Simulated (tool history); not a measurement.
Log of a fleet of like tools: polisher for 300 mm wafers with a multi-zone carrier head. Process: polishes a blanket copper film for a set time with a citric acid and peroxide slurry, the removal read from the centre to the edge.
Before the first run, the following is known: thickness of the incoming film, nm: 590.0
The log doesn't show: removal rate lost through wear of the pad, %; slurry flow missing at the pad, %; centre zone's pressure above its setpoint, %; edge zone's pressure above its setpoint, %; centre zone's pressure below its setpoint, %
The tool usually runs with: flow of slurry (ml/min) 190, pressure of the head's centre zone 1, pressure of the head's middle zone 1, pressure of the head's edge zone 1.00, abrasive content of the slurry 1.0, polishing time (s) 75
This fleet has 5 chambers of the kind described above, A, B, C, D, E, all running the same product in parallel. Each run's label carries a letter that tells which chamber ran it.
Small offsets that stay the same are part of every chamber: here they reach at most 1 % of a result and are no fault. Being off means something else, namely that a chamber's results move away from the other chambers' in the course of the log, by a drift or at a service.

run,hour,flow of slurry (ml/min),pressure of the head's centre zone,pressure of the head's middle zone,pressure of the head's edge zone,abrasive content of the slurry,polishing time (s),wafers polished on this pad,hours since the slurry nozzle was cleaned,hours since the centre zone pressure was calibrated,hours since the edge zone pressure was calibrated,film removed at the wafer's centre (Å),film removed at mid-radius (Å),film removed at the wafer's edge (Å)
1B,9.1,190,1,1,1.00,1.0,75,327,24.3,852.8,124.1,2366.2,2339.6,2382.3
# hour 15.5: chamber C: centre zone pressure recalibrated
2D,20.3,190,1,1,1.00,1.0,75,870,780.0,265.2,192.1,2373.7,2356.4,2338.6
3E,26.7,190,1,1,1.00,1.0,75,304,237.9,712.9,334.3,2378.3,2350.6,2363.1
# hour 28.2: chamber D: worn pad replaced by a new one
# hour 31.4: chamber C: worn pad replaced by a new one
# hour 31.6: chamber A: worn pad replaced by a new one
4C,35.1,190,1,1,1.00,1.0,75,28,213.1,19.7,275.2,2291.2,2372.9,2393.2
5A,44.7,190,1,1,1.00,1.0,75,99,333.8,124.8,55.3,2364.5,2336.2,2339.2
# hour 50.1: chamber B: worn pad replaced by a new one
6A,55.7,190,1,1,1.00,1.0,75,183,344.8,135.8,66.3,2361.9,2349.9,2362.3
# hour 56.5: chamber C: slurry nozzle cleaned
7C,60.9,190,1,1,1.00,1.0,75,225,4.5,45.5,301.0,2346.3,2362.7,2331.4
8D,66.4,190,1,1,1.00,1.0,75,291,826.1,311.3,238.2,2357.5,2357.3,2426.2
9B,72.2,190,1,1,1.00,1.0,75,168,87.4,915.9,187.2,2345.0,2386.7,2413.5
10E,80.6,190,1,1,1.00,1.0,75,715,291.8,766.8,388.2,2361.2,2311.2,2410.7
# hour 86.2: chamber D: slurry nozzle cleaned
11C,87.1,190,1,1,1.00,1.1,75,425,30.7,71.7,327.2,2380.7,2374.1,2417.8
12A,92.5,190,1,1,1.00,1.1,75,464,381.6,172.6,103.1,2367.5,2373.9,2388.1
13E,100.4,190,1,1,1.00,1.1,75,866,311.6,786.6,408.0,2414.0,2395.6,2449.3
# hour 110.7: chamber D: centre zone pressure recalibrated
# hour 110.7: chamber E: worn pad replaced by a new one
14B,112.0,190,1,1,1.00,1.1,75,472,127.2,955.7,227.0,2403.8,2378.0,2454.9
15D,123.6,190,1,1,1.00,1.1,75,728,37.5,12.9,295.4,2388.6,2371.5,2392.8
# hour 130.2: chamber C: worn pad replaced by a new one
16A,130.6,190,1,1,1.00,1.0,75,754,419.7,210.7,141.2,2351.6,2344.3,2347.6
# hour 133.7: chamber B: worn pad replaced by a new one
17D,136.4,190,1,1,0.93,1.0,75,825,50.3,25.7,308.2,2362.8,2358.6,2276.4
# hour 140.2: chamber D: worn pad replaced by a new one
18B,143.3,190,1,1,0.93,1.0,75,73,158.5,987.0,258.3,2372.4,2355.6,2260.5
19C,152.4,190,1,1,0.93,1.0,75,169,96.0,137.0,392.5,2332.4,2341.7,2211.6
20E,161.8,190,1,1,0.93,1.0,75,390,373.0,848.0,469.4,2337.1,2297.1,2246.8
21C,171.2,190,1,1,0.93,1.0,75,312,114.8,155.8,411.3,2339.0,2348.8,2216.1
22D,177.5,190,1,1,1.00,1.0,75,284,91.4,66.8,349.3,2349.2,2347.5,2403.3
# hour 177.7: chamber A: worn pad replaced by a new one
# hour 182.2: chamber E: slurry nozzle cleaned
23A,182.8,190,1,1,1.00,1.0,75,39,471.9,262.9,193.4,2326.0,2351.5,2452.8
24B,191.1,190,1,1,1.00,1.0,75,438,206.3,1034.8,306.1,2411.0,2348.2,2342.6
25E,200.2,190,1,1,1.00,1.0,75,682,18.1,886.4,507.8,2355.2,2359.2,2304.1
26A,206.9,190,1,1,1.00,1.0,75,223,496.0,287.0,217.5,2353.5,2350.4,2390.5
27E,217.9,190,1,1,1.00,1.0,75,817,35.8,904.1,525.5,2356.4,2376.2,2354.9
28C,223.3,190,1,1,1.00,1.0,75,710,166.9,207.9,463.4,2356.0,2373.9,2332.4
# hour 224.1: chamber E: worn pad replaced by a new one
# hour 229.0: chamber B: worn pad replaced by a new one
29B,233.2,190,1,1,1.00,1.0,75,32,248.4,1076.9,348.2,2328.1,2343.6,2371.5
# hour 242.9: chamber C: worn pad replaced by a new one
30D,244.6,190,1,1,1.00,1.0,75,796,158.5,133.9,416.4,2357.5,2366.6,2335.5
# hour 245.6: chamber D: worn pad replaced by a new one
# hour 248.4: chamber C: slurry nozzle cleaned
31D,254.9,190,1,1,1.00,1.0,75,70,168.8,144.2,426.7,2356.7,2371.3,2359.0
# hour 257.1: chamber B: centre zone pressure recalibrated
32E,265.5,190,1,1,1.00,1.3,67,316,83.4,951.7,573.1,2258.8,2239.3,2278.6
33C,271.9,190,1,1,1.00,1.3,67,221,23.6,256.5,512.0,2241.2,2247.2,2214.7
34A,280.5,190,1,1,1.00,1.3,67,784,569.6,360.6,291.1,2214.7,2210.8,2207.6
35B,286.1,190,1,1,1.00,1.3,67,435,301.3,29.1,401.1,2230.5,2223.5,2272.6
36E,297.9,190,1,1,1.00,1.3,67,563,115.8,984.1,605.5,2213.3,2202.7,2203.9

All chambers now run identical settings, listed one chamber a line with results as question marks. What results will each chamber show?
37A,306.3,190,1,1,1.00,1.0,75,,,,,?,?,?
37B,306.3,190,1,1,1.00,1.0,75,,,,,?,?,?
37C,306.3,190,1,1,1.00,1.0,75,,,,,?,?,?
37D,306.3,190,1,1,1.00,1.0,75,,,,,?,?,?
37E,306.3,190,1,1,1.00,1.0,75,,,,,?,?,?

run,film removed at the wafer's centre (Å),film removed at mid-radius (Å),film removed at the wafer's edge (Å)
37A,2377.0,2345.3,2363.3
37B,2337.3,2351.2,2418.6
37C,2341.0,2366.3,2366.0
37D,2346.0,2335.0,2349.4
37E,2370.5,2338.3,2363.3
